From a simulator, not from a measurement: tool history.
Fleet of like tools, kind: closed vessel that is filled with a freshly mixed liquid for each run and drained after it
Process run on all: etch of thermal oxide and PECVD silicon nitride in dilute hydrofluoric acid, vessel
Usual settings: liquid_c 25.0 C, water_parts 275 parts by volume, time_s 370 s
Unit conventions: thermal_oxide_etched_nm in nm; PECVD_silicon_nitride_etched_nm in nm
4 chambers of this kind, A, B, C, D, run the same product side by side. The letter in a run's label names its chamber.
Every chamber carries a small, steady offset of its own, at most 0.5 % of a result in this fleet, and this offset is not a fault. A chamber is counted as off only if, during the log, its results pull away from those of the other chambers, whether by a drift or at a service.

run	hour	liquid_c	water_parts	time_s	read-back film thickness of the thermal oxide reference wafer, read on the same gauge (nm)	read-back film thickness of the PECVD silicon nitride reference wafer, read on the same gauge (nm)	thermal_oxide_etched_nm	PECVD_silicon_nitride_etched_nm
1A	4.4	25.0	275	370	130.00	50.007	5.4086	7.2652
2C	9.4	25.0	275	370	129.99	49.995	5.4313	7.3224
3B	14.9	25.0	275	370	130.03	50.024	5.3833	7.3263
4D	19.0	25.0	275	370	130.01	49.995	5.4877	7.2405
5C	23.2	25.0	275	370	129.97	49.956	5.3871	7.3352
6A	26.2	28.5	275	485	129.94	50.024	7.9670	11.7220
7D	29.6	28.5	275	485	129.99	50.024	7.9378	11.8210
8B	34.2	28.5	275	485	129.95	50.014	7.8633	11.7660
9C	37.6	28.5	275	485	130.03	49.995	7.9872	11.8750
10A	42.8	25.0	275	370	130.04	50.020	5.4626	7.2509
11D	47.7	25.0	275	370	129.99	49.953	5.4009	7.2976
12B	52.3	25.0	275	370	129.95	49.969	5.4510	7.3263
13A	55.0	25.0	275	370	129.95	49.967	5.3301	7.2451
14B	60.1	25.0	405	370	129.98	50.022	3.2494	4.9346
15C	65.1	25.0	405	370	130.02	50.001	3.2759	5.0048
16D	69.7	25.0	405	370	130.02	49.992	3.2171	4.9113
17B	73.0	25.0	405	370	130.00	49.966	3.2276	4.9240
18C	77.3	25.0	275	370	130.02	50.019	5.2917	7.3472
19A	80.5	25.0	275	370	130.01	50.009	5.3787	7.2793
20D	84.9	25.0	275	370	129.97	49.976	5.3952	7.1765
21C	88.8	25.0	275	370	130.01	50.039	5.4349	7.3685
22B	92.4	25.0	275	370	129.97	50.042	5.3442	7.3265
23A	94.8	28.5	275	275	129.97	50.040	4.5195	6.6627
24D	98.7	28.5	275	275	129.97	50.008	4.3715	6.5766
25C	102.8	28.5	275	275	129.99	50.017	4.5364	6.7229
26B	106.8	28.5	275	275	130.03	50.002	4.5581	6.7471
27A	111.3	25.0	275	370	130.01	50.010	5.3441	7.2254
28D	114.3	25.0	275	370	130.00	49.989	5.2404	7.1084
29A	117.0	29.0	275	370	130.04	50.012	6.1777	9.1923
30D	121.0	29.0	275	370	130.03	50.022	5.9645	9.0511
31B	126.5	29.0	275	370	129.96	50.006	6.1207	9.2611
32C	128.9	29.0	275	370	130.05	49.991	6.1339	9.2700
33A	132.6	23.0	220	370	130.00	49.992	6.6646	8.0217
34B	135.5	23.0	220	370	129.94	50.023	6.6991	8.1116
35C	140.8	23.0	220	370	130.03	50.018	6.6581	8.1199
36D	145.5	23.0	220	370	129.98	50.018	6.4134	7.7481
37B	149.1	25.0	275	370	130.03	50.009	5.3447	7.3215
38C	152.8	25.0	275	370	129.97	50.025	5.3772	7.3169
39D	157.2	28.0	275	285	130.00	49.997	4.3260	6.4662
40A	162.7	28.0	275	285	130.01	50.013	4.6238	6.6861

All chambers now run identical settings, listed one chamber a line with results as question marks. What results will each chamber show?
41A	166.7	25.0	190	370			?	?
41B	166.7	25.0	190	370			?	?
41C	166.7	25.0	190	370			?	?
41D	166.7	25.0	190	370			?	?

run	thermal_oxide_etched_nm	PECVD_silicon_nitride_etched_nm
41A	8.6056	10.5570
41B	8.5749	10.6100
41C	8.4675	10.6740
41D	8.2018	10.1090
